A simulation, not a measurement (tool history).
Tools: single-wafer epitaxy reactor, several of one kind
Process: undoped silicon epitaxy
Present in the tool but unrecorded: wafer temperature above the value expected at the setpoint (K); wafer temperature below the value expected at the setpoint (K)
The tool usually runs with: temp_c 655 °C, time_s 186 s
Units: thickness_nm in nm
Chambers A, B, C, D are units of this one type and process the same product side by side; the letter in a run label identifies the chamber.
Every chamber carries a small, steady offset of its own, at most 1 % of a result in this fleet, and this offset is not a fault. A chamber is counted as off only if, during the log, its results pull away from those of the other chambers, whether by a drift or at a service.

run   hour  temp_c  time_s  hours since the last pyrometer calibration  read-back reference wafer on the same gauge, thickness_nm  thickness_nm
 1A    8.5     655     186                                       439.4                                                     30.897        34.750
 2D   20.1     655     186                                       182.3                                                     30.912        35.135
 3C   31.4     655     186                                       567.8                                                     30.924        34.596
 4B   40.6     655     186                                      2380.9                                                     30.914        34.781
 5B   51.7     655     186                                      2392.0                                                     30.918        34.682
 6A   60.0     655     186                                       490.9                                                     30.921        34.765
 7D   70.3     647     221                                       232.5                                                     30.946        35.055
 8C   84.3     647     221                                       620.7                                                     30.918        34.716
 9A   91.8     647     221                                       522.7                                                     30.949        34.877
10D  104.4     647     221                                       266.6                                                     30.951        35.024
11C  116.3     655     186                                       652.7                                                     30.955        34.635
12B  126.8     664     222                                      2467.1                                                     30.953        50.489
13D  139.6     664     222                                       301.8                                                     30.968        50.837
14A  152.2     664     222                                       583.1                                                     30.968        50.492
15C  160.6     664     222                                       697.0                                                     30.981        49.915
16B  167.4     655     186                                      2507.7                                                     30.973        34.806
17C  176.1     655     186                                       712.5                                                     30.991        34.726
18B  184.2     655     186                                      2524.5                                                     30.979        34.752
19A  193.2     655     186                                       624.1                                                     30.995        34.940
20D  208.1     655     186                                       370.3                                                     31.000        35.143
21D  216.2     655     186                                       378.4                                                     30.991        35.208
22B  230.6     655     186                                      2570.9                                                     31.016        34.875
23C  237.5     655     186                                       773.9                                                     31.004        34.705
24A  252.1     655     186                                       683.0                                                     31.022        34.916
25D  261.1     655     186                                       423.3                                                     31.023        35.362
26C  268.1     655     186                                       804.5                                                     31.023        34.633
27A  283.4     655     186                                       714.3                                                     31.033        34.864
     292.9  -- chamber B: pyrometer calibrated
28B  295.6     655     186                                         2.8                                                     31.043        34.907
29A  304.6     663     172                                       735.5                                                     31.046        38.333
30C  319.3     663     172                                       855.7                                                     31.047        38.102
31B  328.7     663     172                                        35.9                                                     31.039        38.517
32D  338.5     663     172                                       500.7                                                     31.063        38.808
33A  348.5     655     186                                       779.4                                                     31.057        35.076
34C  362.2     655     186                                       898.6                                                     31.065        34.658
35D  373.2     655     186                                       535.4                                                     31.060        35.376
36B  385.8     655     186                                        93.0                                                     31.074        35.045
37B  395.4     655     186                                       102.6                                                     31.089        34.977
38D  406.8     655     186                                       569.0                                                     31.078        35.290
39C  422.1     655     186                                       958.5                                                     31.103        34.733
40A  437.1     655     186                                       868.0                                                     31.104        35.114

Next, every chamber runs the same settings. What will each give?
41A  448.4     643     186                                                                                                                    ?
41B  448.4     643     186                                                                                                                    ?
41C  448.4     643     186                                                                                                                    ?
41D  448.4     643     186                                                                                                                    ?

run  thickness_nm
41A        26.945
41B        26.779
41C        26.933
41D        27.231
